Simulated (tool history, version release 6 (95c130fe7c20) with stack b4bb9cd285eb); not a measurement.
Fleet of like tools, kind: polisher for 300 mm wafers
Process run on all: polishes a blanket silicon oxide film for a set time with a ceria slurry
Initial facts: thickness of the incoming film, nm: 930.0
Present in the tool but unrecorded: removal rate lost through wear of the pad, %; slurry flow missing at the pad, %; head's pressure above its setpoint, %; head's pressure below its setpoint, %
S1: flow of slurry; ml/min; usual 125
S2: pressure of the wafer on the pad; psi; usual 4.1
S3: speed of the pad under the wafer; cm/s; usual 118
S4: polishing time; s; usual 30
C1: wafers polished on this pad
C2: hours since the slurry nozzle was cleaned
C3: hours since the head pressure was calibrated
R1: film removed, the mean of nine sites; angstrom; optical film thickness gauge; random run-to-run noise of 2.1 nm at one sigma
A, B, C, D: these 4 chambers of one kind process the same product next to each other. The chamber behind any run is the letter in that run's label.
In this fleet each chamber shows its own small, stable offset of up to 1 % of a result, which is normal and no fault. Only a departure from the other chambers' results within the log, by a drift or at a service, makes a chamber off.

{"run": "1A", "hour": 11.2, "S1": 125, "S2": 4.1, "S3": 118, "S4": 30, "C1": 718, "C2": 827.2, "C3": 544.8, "R1": 2461.8}
{"hour": 17.5, "done": "chamber D: worn pad replaced by a new one"}
{"hour": 18.2, "done": "chamber C: worn pad replaced by a new one"}
{"run": "2B", "hour": 21.3, "S1": 125, "S2": 4.1, "S3": 118, "S4": 30, "C1": 571, "C2": 249.4, "C3": 164.8, "R1": 2426}
{"run": "3D", "hour": 32.4, "S1": 125, "S2": 4.1, "S3": 118, "S4": 30, "C1": 188, "C2": 142.5, "C3": 860.7, "R1": 2454}
{"run": "4C", "hour": 43.3, "S1": 125, "S2": 4.1, "S3": 118, "S4": 30, "C1": 316, "C2": 619.9, "C3": 484.3, "R1": 2441.7}
{"hour": 53.6, "done": "chamber A: worn pad replaced by a new one"}
{"run": "5B", "hour": 53.7, "S1": 125, "S2": 4.1, "S3": 118, "S4": 30, "C1": 979, "C2": 281.8, "C3": 197.2, "R1": 2431.3}
{"hour": 54.8, "done": "chamber B: worn pad replaced by a new one"}
{"run": "6C", "hour": 62.7, "S1": 125, "S2": 4.1, "S3": 118, "S4": 30, "C1": 560, "C2": 639.3, "C3": 503.7, "R1": 2442.6}
{"run": "7A", "hour": 75.1, "S1": 125, "S2": 4.1, "S3": 118, "S4": 38, "C1": 271, "C2": 891.1, "C3": 608.7, "R1": 3086.3}
{"run": "8D", "hour": 87.7, "S1": 125, "S2": 4.1, "S3": 118, "S4": 38, "C1": 885, "C2": 197.8, "C3": 916, "R1": 3080.5}
{"run": "9A", "hour": 94.3, "S1": 125, "S2": 4.1, "S3": 118, "S4": 38, "C1": 513, "C2": 910.3, "C3": 627.9, "R1": 3110}
{"hour": 99.3, "done": "chamber B: slurry nozzle cleaned"}
{"run": "10D", "hour": 99.9, "S1": 125, "S2": 4.1, "S3": 118, "S4": 38, "C1": 1038, "C2": 210, "C3": 928.2, "R1": 3121.5}
{"hour": 103.3, "done": "chamber A: slurry nozzle cleaned"}
{"run": "11C", "hour": 106.9, "S1": 125, "S2": 4.1, "S3": 118, "S4": 30, "C1": 1117, "C2": 683.5, "C3": 547.9, "R1": 2491.3}
{"hour": 107.7, "done": "chamber D: worn pad replaced by a new one"}
{"run": "12B", "hour": 117.1, "S1": 125, "S2": 4.1, "S3": 118, "S4": 30, "C1": 785, "C2": 17.9, "C3": 260.6, "R1": 2480.4}
{"hour": 123.2, "done": "chamber B: worn pad replaced by a new one"}
{"run": "13C", "hour": 123.8, "S1": 125, "S2": 4.1, "S3": 118, "S4": 30, "C1": 1330, "C2": 700.4, "C3": 564.8, "R1": 2506.3}
{"hour": 130.3, "done": "chamber C: worn pad replaced by a new one"}
{"run": "14B", "hour": 135.4, "S1": 125, "S2": 4.1, "S3": 118, "S4": 30, "C1": 154, "C2": 36.2, "C3": 278.9, "R1": 2413.1}
{"run": "15A", "hour": 140.9, "S1": 125, "S2": 4.1, "S3": 118, "S4": 30, "C1": 1100, "C2": 37.7, "C3": 674.5, "R1": 2440.5}
{"run": "16D", "hour": 152.6, "S1": 125, "S2": 4.1, "S3": 118, "S4": 30, "C1": 566, "C2": 262.7, "C3": 980.9, "R1": 2440.1}
{"run": "17C", "hour": 160.4, "S1": 125, "S2": 5.4, "S3": 118, "S4": 30, "C1": 379, "C2": 737, "C3": 601.4, "R1": 3254.5}
{"hour": 165.9, "done": "chamber A: worn pad replaced by a new one"}
{"hour": 168.4, "done": "chamber C: slurry nozzle cleaned"}
{"run": "18B", "hour": 172.1, "S1": 125, "S2": 5.4, "S3": 118, "S4": 30, "C1": 616, "C2": 72.9, "C3": 315.6, "R1": 3161}
{"run": "19A", "hour": 178.1, "S1": 125, "S2": 5.4, "S3": 118, "S4": 30, "C1": 154, "C2": 74.9, "C3": 711.7, "R1": 3249.9}
{"run": "20D", "hour": 185.1, "S1": 125, "S2": 5.4, "S3": 118, "S4": 30, "C1": 975, "C2": 295.2, "C3": 1013.4, "R1": 3213.9}
{"hour": 193.9, "done": "chamber D: worn pad replaced by a new one"}
{"run": "21B", "hour": 194.4, "S1": 125, "S2": 4.1, "S3": 118, "S4": 30, "C1": 897, "C2": 95.2, "C3": 337.9, "R1": 2383.1}
{"hour": 206.9, "done": "chamber B: worn pad replaced by a new one"}
{"run": "22A", "hour": 206.9, "S1": 125, "S2": 4.1, "S3": 118, "S4": 30, "C1": 517, "C2": 103.7, "C3": 740.5, "R1": 2459}
{"run": "23D", "hour": 215.4, "S1": 125, "S2": 4.9, "S3": 118, "S4": 39, "C1": 271, "C2": 325.5, "C3": 1043.7, "R1": 3739.4}
{"run": "24C", "hour": 221.1, "S1": 125, "S2": 4.9, "S3": 118, "S4": 39, "C1": 1143, "C2": 52.7, "C3": 662.1, "R1": 3794.8}
{"run": "25A", "hour": 232.3, "S1": 125, "S2": 4.9, "S3": 118, "S4": 39, "C1": 837, "C2": 129.1, "C3": 765.9, "R1": 3835.5}
{"run": "26D", "hour": 241.2, "S1": 125, "S2": 4.9, "S3": 118, "S4": 39, "C1": 596, "C2": 351.3, "C3": 1069.5, "R1": 3743.9}
{"hour": 246.8, "done": "chamber C: worn pad replaced by a new one"}
{"run": "27B", "hour": 253.5, "S1": 125, "S2": 4.1, "S3": 118, "S4": 30, "C1": 587, "C2": 154.3, "C3": 397, "R1": 2300.6}
{"run": "28C", "hour": 261.8, "S1": 125, "S2": 4.1, "S3": 118, "S4": 30, "C1": 189, "C2": 93.4, "C3": 702.8, "R1": 2444}
{"hour": 270.0, "done": "chamber A: worn pad replaced by a new one"}
{"run": "29D", "hour": 274.0, "S1": 125, "S2": 4.1, "S3": 118, "S4": 30, "C1": 1009, "C2": 384.1, "C3": 1102.3, "R1": 2460.8}
{"run": "30C", "hour": 282.5, "S1": 160, "S2": 4.1, "S3": 118, "S4": 30, "C1": 450, "C2": 114.1, "C3": 723.5, "R1": 2587.1}
{"hour": 289.7, "done": "chamber B: worn pad replaced by a new one"}
{"hour": 293.9, "done": "chamber D: worn pad replaced by a new one"}
{"run": "31A", "hour": 293.9, "S1": 160, "S2": 4.1, "S3": 118, "S4": 30, "C1": 301, "C2": 190.7, "C3": 827.5, "R1": 2587.7}
{"run": "32B", "hour": 302.5, "S1": 160, "S2": 4.1, "S3": 118, "S4": 30, "C1": 162, "C2": 203.3, "C3": 446, "R1": 2402.8}
{"run": "33B", "hour": 312.7, "S1": 160, "S2": 4.1, "S3": 118, "S4": 30, "C1": 290, "C2": 213.5, "C3": 456.2, "R1": 2358}
{"run": "34C", "hour": 322.5, "S1": 85, "S2": 2.7, "S3": 118, "S4": 30, "C1": 954, "C2": 154.1, "C3": 763.5, "R1": 1499.4}
{"run": "35D", "hour": 328.9, "S1": 85, "S2": 2.7, "S3": 118, "S4": 30, "C1": 441, "C2": 439, "C3": 1157.2, "R1": 1470.6}
{"run": "36A", "hour": 334.5, "S1": 85, "S2": 2.7, "S3": 118, "S4": 30, "C1": 812, "C2": 231.3, "C3": 868.1, "R1": 1484.4}
{"run": "37A", "hour": 344.2, "S1": 85, "S2": 2.7, "S3": 118, "S4": 30, "C1": 934, "C2": 241, "C3": 877.8, "R1": 1470.4}
{"run": "38C", "hour": 355.6, "S1": 125, "S2": 4.1, "S3": 118, "S4": 30, "C1": 1371, "C2": 187.2, "C3": 796.6, "R1": 2470.5}
{"hour": 357.4, "done": "chamber B: worn pad replaced by a new one"}
{"run": "39D", "hour": 363.5, "S1": 125, "S2": 4.1, "S3": 118, "S4": 30, "C1": 877, "C2": 473.6, "C3": 1191.8, "R1": 2418.8}
{"hour": 364.8, "done": "chamber C: worn pad replaced by a new one"}
{"run": "40B", "hour": 372.8, "S1": 125, "S2": 4.1, "S3": 118, "S4": 30, "C1": 194, "C2": 273.6, "C3": 516.3, "R1": 2215}
{"run": "41A", "hour": 378.5, "S1": 125, "S2": 4.1, "S3": 118, "S4": 30, "C1": 1366, "C2": 275.3, "C3": 912.1, "R1": 2457.6}
{"run": "42C", "hour": 384.3, "S1": 125, "S2": 4.1, "S3": 118, "S4": 30, "C1": 246, "C2": 215.9, "C3": 825.3, "R1": 2426.6}

Next, every chamber runs the same settings. What will each give?
{"run": "43A", "hour": 393.4, "S1": 110, "S2": 4.1, "S3": 118, "S4": 30, "R1": "?"}
{"run": "43B", "hour": 393.4, "S1": 110, "S2": 4.1, "S3": 118, "S4": 30, "R1": "?"}
{"run": "43C", "hour": 393.4, "S1": 110, "S2": 4.1, "S3": 118, "S4": 30, "R1": "?"}
{"run": "43D", "hour": 393.4, "S1": 110, "S2": 4.1, "S3": 118, "S4": 30, "R1": "?"}

run=43A R1=2366.5
run=43B R1=2165.7
run=43C R1=2356
run=43D R1=2377.4
